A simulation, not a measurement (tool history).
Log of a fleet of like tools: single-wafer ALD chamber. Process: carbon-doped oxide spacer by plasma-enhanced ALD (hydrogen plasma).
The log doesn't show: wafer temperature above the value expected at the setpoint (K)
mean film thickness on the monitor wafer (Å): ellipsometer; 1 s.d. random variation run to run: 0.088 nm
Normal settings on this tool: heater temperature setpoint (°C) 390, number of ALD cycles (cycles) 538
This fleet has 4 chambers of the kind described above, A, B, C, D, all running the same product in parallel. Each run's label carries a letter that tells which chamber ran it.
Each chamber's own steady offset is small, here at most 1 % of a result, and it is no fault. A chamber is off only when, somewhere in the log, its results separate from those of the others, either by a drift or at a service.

run,hour,heater temperature setpoint (°C),number of ALD cycles (cycles),hours since the last thermocouple change,"read-back reference wafer on the same gauge, thickness_nm",mean film thickness on the monitor wafer (Å)
1D,4.5,390,538,1403.4,28.69,267.82
2C,8,390,538,709.8,28.695,268.44
3A,15.4,390,538,607.6,28.701,269.2
4B,20.2,390,538,642,28.718,266.87
5A,26.2,390,538,618.4,28.715,267.93
6B,33,390,538,654.8,28.736,267.32
7D,38.1,390,600,1437,28.686,297.7
8C,44.1,390,600,745.9,28.687,301.43
9B,49.3,390,600,671.1,28.688,297.46
10D,52.8,390,600,1451.7,28.704,298.04
11C,59.8,390,538,761.6,28.684,268.64
12A,65.7,390,538,657.9,28.721,269.1
13A,70,390,538,662.2,28.687,268.51
14D,74.6,390,538,1473.5,28.69,266.42
15B,79.8,390,538,701.6,28.7,267.09
16C,86,390,538,787.8,28.696,268.24
17D,90.9,390,538,1489.8,28.692,268.04
18A,96.9,390,538,689.1,28.687,269.23
19C,103.3,390,538,805.1,28.695,270.43
20B,107.6,380,461,729.4,28.703,229.39
21D,114,380,461,1512.9,28.71,230.39
22A,117.5,380,461,709.7,28.718,230.17
23C,122.6,380,461,824.4,28.714,230.13
24B,130.1,378,482,751.9,28.673,239.47
25C,135.6,378,482,837.4,28.712,240.64
26A,139.5,378,482,731.7,28.699,240.92
27B,142.8,378,482,764.6,28.716,239.7
28D,148.7,390,538,1547.6,28.701,267.75
29D,154.3,390,538,1553.2,28.7,267.36
30C,159.3,380,538,861.1,28.704,269.24
31B,163.2,380,538,785,28.71,266.98
32A,170.3,380,538,762.5,28.677,269.59
33A,176.5,380,538,768.7,28.713,268.94
34B,181.3,390,538,803.1,28.709,266.29
35D,187.6,390,538,1586.5,28.708,267.13
36C,194.5,390,538,896.3,28.674,268.96
# hour 197.2: chamber D: thermocouple changed; heater temperature recalibrated
37D,198.1,390,538,1,28.701,267.06
38C,201.9,395,538,903.7,28.705,269.35
39A,205.4,395,538,797.6,28.695,269.82
40B,212.3,395,538,834.1,28.683,266.25

For the next run the whole fleet of 4 chambers uses the same settings. Give each chamber's results:
41A,217.7,390,538,,,?
41B,217.7,390,538,,,?
41C,217.7,390,538,,,?
41D,217.7,390,538,,,?

run,mean film thickness on the monitor wafer (Å)
41A,268.53
41B,268.32
41C,267.75
41D,267.94

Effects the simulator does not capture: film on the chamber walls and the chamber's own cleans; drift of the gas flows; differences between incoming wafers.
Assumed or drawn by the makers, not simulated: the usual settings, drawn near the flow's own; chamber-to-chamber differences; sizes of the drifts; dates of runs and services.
